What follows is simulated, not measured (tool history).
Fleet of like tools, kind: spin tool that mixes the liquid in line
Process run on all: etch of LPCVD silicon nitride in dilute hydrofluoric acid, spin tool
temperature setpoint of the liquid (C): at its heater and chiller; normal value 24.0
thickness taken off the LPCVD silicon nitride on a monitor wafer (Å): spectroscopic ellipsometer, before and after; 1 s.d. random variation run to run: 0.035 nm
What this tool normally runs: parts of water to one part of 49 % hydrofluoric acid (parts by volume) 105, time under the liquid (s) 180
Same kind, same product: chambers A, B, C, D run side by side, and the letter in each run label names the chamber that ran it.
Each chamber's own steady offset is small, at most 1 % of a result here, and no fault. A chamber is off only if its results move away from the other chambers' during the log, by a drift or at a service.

run   hour  temperature setpoint of the liquid (C)  parts of water to one part of 49 % hydrofluoric acid (parts by volume)  time under the liquid (s)  hours since the thermometer was replaced  hours since the hydrofluoric acid flow meter was replaced  read-back film thickness of the LPCVD silicon nitride reference wafer, read on the same gauge (nm)  thickness taken off the LPCVD silicon nitride on a monitor wafer (Å)
 1B   10.6                                    24.0                                                                     105                        180                                    1221.0                                                     1025.4                                                                                              90.004                                                                8.5402
 2D   21.2                                    24.0                                                                     105                        180                                     345.4                                                      573.9                                                                                              89.999                                                                8.7926
 3C   37.2                                    24.0                                                                     105                        180                                     292.6                                                      503.1                                                                                              90.006                                                                8.9721
 4A   47.6                                    24.0                                                                     105                        180                                     728.1                                                      837.5                                                                                              90.003                                                                8.3605
 5B   60.5                                    24.0                                                                     105                        180                                    1270.9                                                     1075.3                                                                                              89.979                                                                8.2563
 6A   74.4                                    24.0                                                                     105                        180                                     754.9                                                      864.3                                                                                              89.998                                                                8.6462
 7C   88.4                                    24.0                                                                     105                        180                                     343.8                                                      554.3                                                                                              90.011                                                                8.5508
 8D   97.5                                    24.0                                                                     105                        180                                     421.7                                                      650.2                                                                                              90.006                                                                9.2238
 9B  109.4                                    24.0                                                                     105                        180                                    1319.8                                                     1124.2                                                                                              90.013                                                                8.4548
10C  123.7                                    24.0                                                                     105                        180                                     379.1                                                      589.6                                                                                              90.016                                                                9.0333
11D  138.3                                    24.0                                                                     105                        180                                     462.5                                                      691.0                                                                                              90.005                                                                8.3740
12A  153.7                                    24.0                                                                     105                        180                                     834.2                                                      943.6                                                                                              90.000                                                                8.9360
13D  167.0                                    24.0                                                                     105                        180                                     491.2                                                      719.7                                                                                              90.004                                                                8.2738
14C  178.2                                    24.0                                                                     105                        180                                     433.6                                                      644.1                                                                                              90.009                                                                8.6069
15B  193.6                                    24.0                                                                     105                        180                                    1404.0                                                     1208.4                                                                                              90.001                                                                8.5151
16A  201.3                                    24.0                                                                     105                        180                                     881.8                                                      991.2                                                                                              90.013                                                                8.3852
17A  215.6                                    24.0                                                                     105                        180                                     896.1                                                     1005.5                                                                                              90.000                                                                8.9327
18B  224.5                                    24.0                                                                     105                        180                                    1434.9                                                     1239.3                                                                                              89.989                                                                8.3330
19D  236.9                                    21.5                                                                     140                        180                                     561.1                                                      789.6                                                                                              89.996                                                                5.7103
20C  245.8                                    21.5                                                                     140                        180                                     501.2                                                      711.7                                                                                              90.014                                                                5.5775
     258.4  -- chamber D: hydrofluoric acid flow meter replaced
21D  260.8                                    21.5                                                                     140                        180                                     585.0                                                        2.5                                                                                              89.984                                                                5.3973
22A  273.9                                    21.5                                                                     140                        180                                     954.4                                                     1063.8                                                                                              89.998                                                                5.6440
23C  289.9                                    24.0                                                                     105                        180                                     545.3                                                      755.8                                                                                              90.010                                                                9.0148
     300.2  -- chamber B: thermometer replaced
24B  305.2                                    24.0                                                                     105                        180                                       5.1                                                     1320.0                                                                                              89.996                                                                8.3629
25C  316.7                                    24.0                                                                     105                        180                                     572.1                                                      782.6                                                                                              89.998                                                                8.2983
26D  326.1                                    24.0                                                                     105                        215                                     650.3                                                       67.8                                                                                              89.977                                                               10.2160
27A  334.5                                    24.0                                                                     105                        215                                    1015.0                                                     1124.4                                                                                              90.006                                                               10.4130
28B  350.3                                    24.0                                                                     105                        215                                      50.2                                                     1365.1                                                                                              90.015                                                               10.3590
29B  359.8                                    24.0                                                                     105                        215                                      59.7                                                     1374.6                                                                                              90.007                                                               10.0020
30C  369.2                                    24.0                                                                     105                        180                                     624.6                                                      835.1                                                                                              89.982                                                                8.7536
31D  384.1                                    24.0                                                                     140                         80                                     708.3                                                      125.8                                                                                              90.029                                                                3.0215

All 4 chambers run these settings next. Forecast each chamber's results:
32A  395.8                                    24.0                                                                     105                         75                                                                                                                                                                                                                                                                              ?
32B  395.8                                    24.0                                                                     105                         75                                                                                                                                                                                                                                                                              ?
32C  395.8                                    24.0                                                                     105                         75                                                                                                                                                                                                                                                                              ?
32D  395.8                                    24.0                                                                     105                         75                                                                                                                                                                                                                                                                              ?

run  thickness taken off the LPCVD silicon nitride on a monitor wafer (Å)
32A                                                                3.5076
32B                                                                3.6496
32C                                                                3.5501
32D                                                                3.5376
